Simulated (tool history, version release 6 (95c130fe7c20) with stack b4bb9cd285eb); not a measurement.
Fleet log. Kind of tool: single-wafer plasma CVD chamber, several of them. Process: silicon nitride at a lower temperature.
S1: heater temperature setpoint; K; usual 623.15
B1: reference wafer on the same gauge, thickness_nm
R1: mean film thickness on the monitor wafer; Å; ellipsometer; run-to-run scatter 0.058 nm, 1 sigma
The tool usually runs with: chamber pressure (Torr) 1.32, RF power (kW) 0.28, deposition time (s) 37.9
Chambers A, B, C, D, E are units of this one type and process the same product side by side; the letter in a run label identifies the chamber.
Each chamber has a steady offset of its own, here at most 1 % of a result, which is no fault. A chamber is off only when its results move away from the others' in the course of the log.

Run 1A, hour 3.9: usual settings; B1 35.203. Result: R1 400.98 Å.
Run 2C, hour 12: usual settings; B1 35.212. Result: R1 401.37 Å.
Run 3B, hour 17.9: usual settings; B1 35.221. Result: R1 403.71 Å.
Run 4E, hour 23.8: usual settings; B1 35.224. Result: R1 404.43 Å.
Run 5D, hour 31.7: usual settings but chamber pressure (Torr) 1.61, RF power (kW) 0.305; B1 35.223. Result: R1 455.26 Å.
At hour 36.1: chamber A: RF generator calibrated.
Run 6D, hour 37: usual settings but chamber pressure (Torr) 1.61, RF power (kW) 0.305; B1 35.227. Result: R1 455.97 Å.
Run 7C, hour 42.6: usual settings but chamber pressure (Torr) 1.61, RF power (kW) 0.305; B1 35.255. Result: R1 449.81 Å.
Run 8B, hour 49.1: usual settings but chamber pressure (Torr) 1.61, RF power (kW) 0.305; B1 35.236. Result: R1 452.07 Å.
Run 9A, hour 55.6: usual settings but chamber pressure (Torr) 1.61, RF power (kW) 0.305; B1 35.265. Result: R1 449.75 Å.
At hour 56.8: chamber B: RF generator calibrated.
Run 10E, hour 60.7: usual settings; B1 35.262. Result: R1 404.05 Å.
Run 11B, hour 65.7: usual settings; B1 35.267. Result: R1 403.36 Å.
Run 12E, hour 72.2: usual settings; B1 35.274. Result: R1 404.16 Å.
Run 13A, hour 77.6: usual settings; B1 35.285. Result: R1 402.45 Å.
Run 14C, hour 85.3: usual settings; B1 35.297. Result: R1 401.32 Å.
Run 15D, hour 89.1: usual settings; B1 35.282. Result: R1 406.23 Å.
Run 16B, hour 97.8: usual settings; B1 35.293. Result: R1 405.23 Å.
Run 17A, hour 104.7: usual settings; B1 35.326. Result: R1 402.07 Å.
Run 18D, hour 109.1: usual settings; B1 35.331. Result: R1 406.17 Å.
Run 19C, hour 115.8: usual settings; B1 35.317. Result: R1 401.91 Å.
Run 20E, hour 120.1: usual settings; B1 35.329. Result: R1 404.53 Å.
At hour 125: chamber C: RF generator calibrated.
Run 21D, hour 128.3: usual settings; B1 35.349. Result: R1 406.01 Å.
Run 22C, hour 134.4: usual settings; B1 35.355. Result: R1 403.19 Å.
Run 23A, hour 141.7: usual settings; B1 35.353. Result: R1 403.45 Å.
Run 24E, hour 148.3: usual settings; B1 35.351. Result: R1 404.24 Å.
Run 25B, hour 156.2: usual settings; B1 35.372. Result: R1 405.54 Å.
Run 26C, hour 164: usual settings; B1 35.387. Result: R1 402.24 Å.
Run 27B, hour 168.1: usual settings; B1 35.391. Result: R1 405.81 Å.
Run 28A, hour 172.1: usual settings; B1 35.386. Result: R1 403.14 Å.
Run 29D, hour 177.7: usual settings but RF power (kW) 0.31; B1 35.393. Result: R1 436.35 Å.
Run 30E, hour 185.6: usual settings but RF power (kW) 0.31; B1 35.41. Result: R1 434.92 Å.

Decide between three cases: one chamber stands off from its peers, the gauge reading all wafers drifts, or nothing is wrong past each chamber's small offset. Where a chamber is off, say which and what most likely put it there.

None of the chambers is off. What moves is the gauge, dragging all their readings along together.
Cause: gauge reads high (%) = 0.594.

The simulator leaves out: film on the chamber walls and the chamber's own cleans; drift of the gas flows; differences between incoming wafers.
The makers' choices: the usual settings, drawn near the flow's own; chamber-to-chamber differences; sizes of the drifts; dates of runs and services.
